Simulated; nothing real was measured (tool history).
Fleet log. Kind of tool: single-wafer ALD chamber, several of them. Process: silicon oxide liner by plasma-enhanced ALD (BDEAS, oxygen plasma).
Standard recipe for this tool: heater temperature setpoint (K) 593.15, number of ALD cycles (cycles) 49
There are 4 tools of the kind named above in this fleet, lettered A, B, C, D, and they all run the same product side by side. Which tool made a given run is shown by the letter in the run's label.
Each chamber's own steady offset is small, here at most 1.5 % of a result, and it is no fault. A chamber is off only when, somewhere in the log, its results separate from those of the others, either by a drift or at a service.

run   hour  heater temperature setpoint (K)  number of ALD cycles (cycles)  hours since the last thermocouple change  read-back reference wafer on the same gauge, thickness_nm  mean film thickness on the monitor wafer (angstrom)
 1A    4.9                           593.15                             49                                    1995.3                                                     4.9681                                               44.486
 2C    9.5                           593.15                             49                                     227.9                                                     4.9665                                               43.902
 3D   13.6                           593.15                             49                                     949.9                                                     4.9684                                               44.188
 4B   19.4                           593.15                             49                                    1151.1                                                     4.9668                                               44.026
 5D   25.9                           593.15                             49                                     962.2                                                     4.9652                                               44.278
 6B   32.7                           593.15                             49                                    1164.4                                                     4.9635                                               44.055
 7C   39.5                           579.15                             53                                     257.9                                                     4.9611                                               48.267
 8A   45.2                           579.15                             53                                    2035.6                                                     4.9611                                               49.014
 9C   50.8                           579.15                             53                                     269.2                                                     4.9590                                               48.397
10D   55.6                           579.15                             53                                     991.9                                                     4.9613                                               48.772
      56.4  -- chamber A: thermocouple changed; heater temperature recalibrated
11A   60.5                           593.15                             49                                       4.1                                                     4.9590                                               44.279
12B   64.7                           593.15                             49                                    1196.4                                                     4.9579                                               43.987
13D   69.7                           593.15                             49                                    1006.0                                                     4.9575                                               44.132
14B   73.9                           588.15                             56                                    1205.6                                                     4.9575                                               50.657
15A   81.3                           588.15                             56                                      24.9                                                     4.9543                                               50.972
16C   87.4                           588.15                             56                                     305.8                                                     4.9529                                               50.288
17A   94.8                           588.15                             56                                      38.4                                                     4.9531                                               50.968
18D   99.1                           593.15                             49                                    1035.4                                                     4.9512                                               44.094
19B  103.9                           593.15                             49                                    1235.6                                                     4.9489                                               43.870
20C  108.2                           593.15                             49                                     326.6                                                     4.9517                                               43.662
21D  112.9                           593.15                             49                                    1049.2                                                     4.9484                                               44.054
22A  116.9                           593.15                             49                                      60.5                                                     4.9495                                               44.169
23B  120.1                           593.15                             49                                    1251.8                                                     4.9486                                               43.978
24C  126.5                           593.15                             49                                     344.9                                                     4.9464                                               43.541
25A  129.8                           593.15                             49                                      73.4                                                     4.9445                                               44.240
26B  134.0                           593.15                             49                                    1265.7                                                     4.9453                                               44.015
27C  139.1                           593.15                             49                                     357.5                                                     4.9441                                               43.630
28D  143.2                           593.15                             49                                    1079.5                                                     4.9425                                               44.047
29C  148.8                           593.15                             49                                     367.2                                                     4.9431                                               43.670
30D  152.6                           593.15                             49                                    1088.9                                                     4.9421                                               43.963
31B  160.0                           593.15                             49                                    1291.7                                                     4.9388                                               43.721

Predict what each chamber gives when all 4 of them run the settings below next.
32A  165.4                           593.15                             45                                                                                                                                                         ?
32B  165.4                           593.15                             45                                                                                                                                                         ?
32C  165.4                           593.15                             45                                                                                                                                                         ?
32D  165.4                           593.15                             45                                                                                                                                                         ?

run  mean film thickness on the monitor wafer (angstrom)
32A                                               40.468
32B                                               40.156
32C                                               39.985
32D                                               40.380

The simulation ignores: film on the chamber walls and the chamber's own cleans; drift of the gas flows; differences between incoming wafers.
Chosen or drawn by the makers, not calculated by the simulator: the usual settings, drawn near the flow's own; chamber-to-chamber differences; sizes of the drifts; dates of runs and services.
